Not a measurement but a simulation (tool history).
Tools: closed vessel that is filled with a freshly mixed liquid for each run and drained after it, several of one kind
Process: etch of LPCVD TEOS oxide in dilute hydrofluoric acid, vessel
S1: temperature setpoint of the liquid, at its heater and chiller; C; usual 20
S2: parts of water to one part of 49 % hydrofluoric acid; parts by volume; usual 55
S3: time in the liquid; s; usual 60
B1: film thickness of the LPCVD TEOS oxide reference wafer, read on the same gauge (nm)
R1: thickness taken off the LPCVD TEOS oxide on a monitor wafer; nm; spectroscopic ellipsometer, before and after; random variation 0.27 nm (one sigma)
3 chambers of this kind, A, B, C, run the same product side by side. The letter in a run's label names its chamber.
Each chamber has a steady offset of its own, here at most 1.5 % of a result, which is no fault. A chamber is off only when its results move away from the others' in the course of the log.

run 1B hour=4.4 | S1=20 S2=55 S3=60 | B1=69.999 | R1=35.661
run 2A hour=9.4 | S1=20 S2=55 S3=60 | B1=69.974 | R1=35.223
run 3C hour=12.6 | S1=20 S2=55 S3=60 | B1=69.986 | R1=35.327
run 4C hour=18.5 | S1=20 S2=55 S3=60 | B1=70.008 | R1=35.920
run 5B hour=21.7 | S1=20 S2=55 S3=60 | B1=70.008 | R1=35.072
run 6A hour=24.6 | S1=20 S2=55 S3=60 | B1=69.989 | R1=35.986
-- hour=26.9 chamber B: thermometer replaced
run 7B hour=27.5 | S1=20 S2=55 S3=60 | B1=70.009 | R1=35.554
run 8A hour=31.9 | S1=20 S2=55 S3=60 | B1=69.982 | R1=36.367
run 9C hour=36.2 | S1=20 S2=55 S3=60 | B1=70.008 | R1=35.422
-- hour=40.0 chamber A: hydrofluoric acid flow meter replaced
run 10A hour=40.3 | S1=20 S2=55 S3=60 | B1=69.962 | R1=35.775
run 11B hour=46.1 | S1=20 S2=55 S3=60 | B1=70.028 | R1=35.743
run 12C hour=50.0 | S1=20 S2=55 S3=60 | B1=70.009 | R1=35.170
run 13B hour=55.1 | S1=20 S2=55 S3=60 | B1=70.018 | R1=35.551
-- hour=57.3 chamber B: hydrofluoric acid flow meter replaced
run 14C hour=58.7 | S1=20 S2=55 S3=60 | B1=70.012 | R1=35.393
run 15A hour=61.8 | S1=20 S2=55 S3=60 | B1=69.985 | R1=35.283
run 16B hour=67.8 | S1=20 S2=55 S3=60 | B1=70.004 | R1=35.074
run 17C hour=71.1 | S1=17 S2=55 S3=60 | B1=70.002 | R1=31.344
run 18A hour=77.2 | S1=17 S2=55 S3=60 | B1=70.012 | R1=31.777
run 19B hour=82.2 | S1=17 S2=55 S3=60 | B1=70.027 | R1=31.365
run 20C hour=86.9 | S1=20 S2=55 S3=60 | B1=70.033 | R1=35.059
run 21A hour=90.0 | S1=20 S2=55 S3=60 | B1=70.018 | R1=35.414
run 22B hour=94.3 | S1=20 S2=55 S3=45 | B1=69.991 | R1=26.877
run 23C hour=97.1 | S1=20 S2=55 S3=45 | B1=69.994 | R1=26.737
run 24A hour=100.2 | S1=20 S2=55 S3=45 | B1=69.972 | R1=26.816
run 25B hour=103.5 | S1=20 S2=55 S3=60 | B1=70.013 | R1=35.939
run 26A hour=106.7 | S1=20 S2=55 S3=60 | B1=69.998 | R1=35.805
run 27C hour=109.5 | S1=20 S2=55 S3=60 | B1=70.003 | R1=35.412
run 28A hour=113.2 | S1=17 S2=55 S3=60 | B1=69.997 | R1=31.358
run 29C hour=117.8 | S1=17 S2=55 S3=60 | B1=70.005 | R1=30.978
run 30B hour=120.8 | S1=17 S2=55 S3=60 | B1=70.034 | R1=31.349
run 31B hour=124.2 | S1=20 S2=55 S3=35 | B1=69.968 | R1=20.858
run 32C hour=128.1 | S1=20 S2=55 S3=35 | B1=70.002 | R1=20.916
run 33A hour=133.3 | S1=20 S2=55 S3=35 | B1=70.004 | R1=20.723
run 34B hour=137.2 | S1=20 S2=55 S3=60 | B1=70.003 | R1=36.090
run 35A hour=141.9 | S1=24 S2=55 S3=60 | B1=69.996 | R1=42.061
run 36C hour=144.7 | S1=24 S2=55 S3=60 | B1=69.989 | R1=42.555
run 37C hour=149.6 | S1=24 S2=55 S3=60 | B1=69.990 | R1=41.305
run 38B hour=154.0 | S1=20 S2=55 S3=60 | B1=69.990 | R1=35.336

Is one chamber off against the others, does the gauge drift, or is nothing wrong? If a chamber is off, say which, and what the likeliest cause is.

No chamber stands off beyond its own small offset, and the gauge holds steady.
